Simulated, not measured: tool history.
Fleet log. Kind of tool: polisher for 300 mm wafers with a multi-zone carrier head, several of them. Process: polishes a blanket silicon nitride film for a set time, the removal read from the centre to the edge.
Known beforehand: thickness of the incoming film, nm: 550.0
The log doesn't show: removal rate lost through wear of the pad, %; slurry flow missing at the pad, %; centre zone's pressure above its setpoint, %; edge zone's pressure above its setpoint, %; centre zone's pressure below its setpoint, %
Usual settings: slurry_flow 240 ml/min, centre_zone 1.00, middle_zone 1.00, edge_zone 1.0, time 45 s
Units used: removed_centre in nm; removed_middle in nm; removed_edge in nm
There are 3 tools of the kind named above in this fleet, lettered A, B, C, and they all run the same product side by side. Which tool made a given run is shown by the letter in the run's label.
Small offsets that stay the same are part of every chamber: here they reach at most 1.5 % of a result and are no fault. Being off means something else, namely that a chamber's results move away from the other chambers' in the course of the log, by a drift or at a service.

run   hour  slurry_flow  centre_zone  middle_zone  edge_zone  time  wafers polished on this pad  hours since the slurry nozzle was cleaned  hours since the centre zone pressure was calibrated  hours since the edge zone pressure was calibrated  removed_centre  removed_middle  removed_edge
 1C    4.3          240         1.00         1.00        1.0    45                          117                                      367.4                                               1069.5                                              177.9          77.354          79.410        78.406
       9.3  -- chamber B: worn pad replaced by a new one
 2A   10.5          240         1.00         1.00        1.0    45                          579                                      262.3                                                130.0                                              136.2          77.560          76.376        78.460
 3B   16.7          240         1.00         1.00        1.0    45                           81                                      183.1                                                123.8                                              514.2          77.242          77.271        77.237
 4A   21.5          240         1.00         1.00        1.0    45                          700                                      273.3                                                141.0                                              147.2          77.288          76.932        77.825
 5C   25.0          240         1.00         1.00        1.0    45                          344                                      388.1                                               1090.2                                              198.6          77.501          79.278        76.757
      28.5  -- chamber C: centre zone pressure recalibrated
 6B   31.2          240         1.00         1.00        1.0    45                          240                                      197.6                                                138.3                                              528.7          78.719          77.077        79.061
      33.0  -- chamber C: slurry nozzle cleaned
 7A   35.6          315         1.00         1.00        1.1    45                          855                                      287.4                                                155.1                                              161.3          80.038          78.648        83.714
 8B   41.6          315         1.00         1.00        1.1    45                          355                                      208.0                                                148.7                                              539.1          80.509          79.853        85.339
 9C   48.1          315         1.00         1.00        1.1    45                          598                                       15.1                                                 19.6                                              221.7          79.949          81.486        80.963
10C   52.7          240         1.00         1.00        1.0    45                          648                                       19.7                                                 24.2                                              226.3          77.965          77.951        78.018
11A   56.2          240         1.06         1.00        1.0    45                         1081                                      308.0                                                175.7                                              181.9          82.951          76.705        78.329
      60.6  -- chamber B: worn pad replaced by a new one
12B   62.1          240         1.06         1.00        1.0    45                           16                                      228.5                                                169.2                                              559.6          82.859          77.808        78.388
      66.1  -- chamber C: worn pad replaced by a new one
13B   68.3          240         1.06         1.00        1.0    45                           84                                      234.7                                                175.4                                              565.8          82.701          77.622        78.837
14C   72.2          240         1.00         1.00        1.0    45                           67                                       39.2                                                 43.7                                              245.8          77.373          77.656        76.666
      74.8  -- chamber A: worn pad replaced by a new one
15A   78.0          240         1.00         1.00        1.0    45                           35                                      329.8                                                197.5                                              203.7          76.315          77.135        76.908
16A   82.7          240         1.00         1.09        1.0    45                           87                                      334.5                                                202.2                                              208.4          76.742          83.644        76.514
17B   86.9          240         1.00         1.09        1.0    45                          288                                      253.3                                                194.0                                              584.4          78.157          82.987        77.837
18C   91.9          240         1.00         1.09        1.0    45                          283                                       58.9                                                 63.4                                              265.5          78.779          85.345        77.894
      94.5  -- chamber B: edge zone pressure recalibrated
19B   96.0          240         1.00         1.00        1.0    45                          388                                      262.4                                                203.1                                                1.6          77.233          76.827        78.864
20C  100.4          240         1.00         1.00        1.0    45                          376                                       67.4                                                 71.9                                              274.0          77.715          77.944        79.431
21A  105.7          240         0.94         1.00        1.0    45                          339                                      357.5                                                225.2                                              231.4          72.899          77.282        74.780
22A  108.8          240         0.94         1.00        1.0    45                          373                                      360.6                                                228.3                                              234.5          71.788          77.123        77.744

Does one chamber stand apart from the rest, does the shared gauge drift, or is all well apart from small per-chamber offsets? Give the chamber and the most likely cause, where there is one.

No chamber is off and the gauge is stable; the differences are just each chamber's small, constant offset.

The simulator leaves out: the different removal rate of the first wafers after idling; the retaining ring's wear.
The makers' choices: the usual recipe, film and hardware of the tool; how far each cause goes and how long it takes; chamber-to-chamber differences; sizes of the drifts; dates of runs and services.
